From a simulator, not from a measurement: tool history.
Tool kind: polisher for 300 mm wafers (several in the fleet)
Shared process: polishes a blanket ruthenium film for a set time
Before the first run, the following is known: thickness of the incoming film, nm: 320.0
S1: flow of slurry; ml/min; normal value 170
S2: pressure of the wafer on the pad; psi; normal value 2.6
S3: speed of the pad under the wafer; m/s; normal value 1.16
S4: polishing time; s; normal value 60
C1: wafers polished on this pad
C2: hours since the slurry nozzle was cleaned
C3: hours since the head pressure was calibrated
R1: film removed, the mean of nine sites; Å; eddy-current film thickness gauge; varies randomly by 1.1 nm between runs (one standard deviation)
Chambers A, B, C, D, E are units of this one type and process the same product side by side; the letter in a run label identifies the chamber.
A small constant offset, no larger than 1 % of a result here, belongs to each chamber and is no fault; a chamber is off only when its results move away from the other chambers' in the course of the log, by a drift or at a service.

-- hour=0.5 chamber C: slurry nozzle cleaned
-- hour=2.6 chamber D: slurry nozzle cleaned
-- hour=3.7 chamber D: worn pad replaced by a new one
run 1E hour=4.3 | S1=170 S2=2.6 S3=1.16 S4=60 | C1=710 C2=276.8 C3=247.9 | R1=1038
run 2D hour=10.5 | S1=170 S2=2.6 S3=1.16 S4=60 | C1=60 C2=8 C3=976.4 | R1=1065.8
-- hour=11.7 chamber E: worn pad replaced by a new one
run 3C hour=14.5 | S1=170 S2=2.6 S3=1.16 S4=60 | C1=759 C2=14 C3=892.1 | R1=1080.7
run 4A hour=18.2 | S1=170 S2=2.6 S3=1.16 S4=60 | C1=1077 C2=248.1 C3=94.5 | R1=1062.3
run 5B hour=21.5 | S1=170 S2=2.6 S3=1.16 S4=60 | C1=229 C2=337.3 C3=111.9 | R1=1068.6
run 6B hour=25.6 | S1=170 S2=3.3 S3=1.16 S4=78 | C1=264 C2=341.4 C3=116 | R1=1742.2
-- hour=29.8 chamber A: worn pad replaced by a new one
run 7C hour=30 | S1=170 S2=3.3 S3=1.16 S4=78 | C1=895 C2=29.5 C3=907.6 | R1=1738.4
run 8A hour=33.5 | S1=170 S2=3.3 S3=1.16 S4=78 | C1=33 C2=263.4 C3=109.8 | R1=1735.9
run 9E hour=40.6 | S1=170 S2=3.3 S3=1.16 S4=78 | C1=253 C2=313.1 C3=284.2 | R1=1700.6
-- hour=42.9 chamber C: worn pad replaced by a new one
run 10D hour=44.3 | S1=170 S2=3.3 S3=1.16 S4=78 | C1=356 C2=41.8 C3=1010.2 | R1=1744.6
run 11E hour=49.5 | S1=170 S2=2.6 S3=1.16 S4=60 | C1=331 C2=322 C3=293.1 | R1=1044.1
run 12A hour=56.5 | S1=170 S2=2.6 S3=1.4 S4=60 | C1=234 C2=286.4 C3=132.8 | R1=1248.4
run 13B hour=60.5 | S1=170 S2=2.6 S3=1.4 S4=60 | C1=570 C2=376.3 C3=150.9 | R1=1275.1
run 14C hour=67.2 | S1=170 S2=2.6 S3=1.4 S4=60 | C1=213 C2=66.7 C3=944.8 | R1=1281.4
run 15D hour=70.9 | S1=170 S2=2.6 S3=1.4 S4=60 | C1=589 C2=68.4 C3=1036.8 | R1=1283.4
-- hour=74.7 chamber C: head pressure recalibrated
run 16A hour=77.3 | S1=170 S2=2.6 S3=1.4 S4=60 | C1=417 C2=307.2 C3=153.6 | R1=1277.5
run 17D hour=83.4 | S1=170 S2=2.6 S3=1.16 S4=60 | C1=699 C2=80.9 C3=1049.3 | R1=1065.3
run 18E hour=90 | S1=170 S2=2.6 S3=1.16 S4=60 | C1=686 C2=362.5 C3=333.6 | R1=1045.6
run 19C hour=93.7 | S1=170 S2=2.6 S3=1.16 S4=60 | C1=445 C2=93.2 C3=19 | R1=1057.5
run 20B hour=97.3 | S1=170 S2=2.6 S3=1.16 S4=60 | C1=893 C2=413.1 C3=187.7 | R1=1071.1
run 21A hour=101.9 | S1=170 S2=2.6 S3=1.16 S4=60 | C1=632 C2=331.8 C3=178.2 | R1=1046.1
-- hour=103.1 chamber E: worn pad replaced by a new one
run 22C hour=107 | S1=170 S2=2.6 S3=1.16 S4=60 | C1=561 C2=106.5 C3=32.3 | R1=1050.1
run 23D hour=112 | S1=170 S2=2.6 S3=1.16 S4=60 | C1=950 C2=109.5 C3=1077.9 | R1=1064.1
run 24E hour=117.9 | S1=170 S2=2.6 S3=1.16 S4=60 | C1=130 C2=390.4 C3=361.5 | R1=1052
run 25B hour=121.4 | S1=170 S2=2.6 S3=1.16 S4=60 | C1=1104 C2=437.2 C3=211.8 | R1=1081
run 26A hour=125 | S1=170 S2=2.6 S3=1.16 S4=60 | C1=835 C2=354.9 C3=201.3 | R1=1062.8
-- hour=127.8 chamber E: head pressure recalibrated
run 27E hour=130.2 | S1=170 S2=2.6 S3=1.16 S4=60 | C1=237 C2=402.7 C3=2.5 | R1=1067.7
run 28C hour=134.8 | S1=130 S2=2.6 S3=1.16 S4=60 | C1=805 C2=134.3 C3=60.1 | R1=1019.4
run 29B hour=140.3 | S1=130 S2=2.6 S3=1.16 S4=60 | C1=1270 C2=456.1 C3=230.7 | R1=1017.1
run 30D hour=143.8 | S1=130 S2=2.6 S3=1.16 S4=60 | C1=1228 C2=141.3 C3=1109.7 | R1=1024.6

One chamber off, gauge drift, or nothing amiss beyond the chambers' own small offsets? If it is a chamber, which one, and what is the likeliest cause?

No chamber is off and the gauge is stable; the differences are just each chamber's small, constant offset.
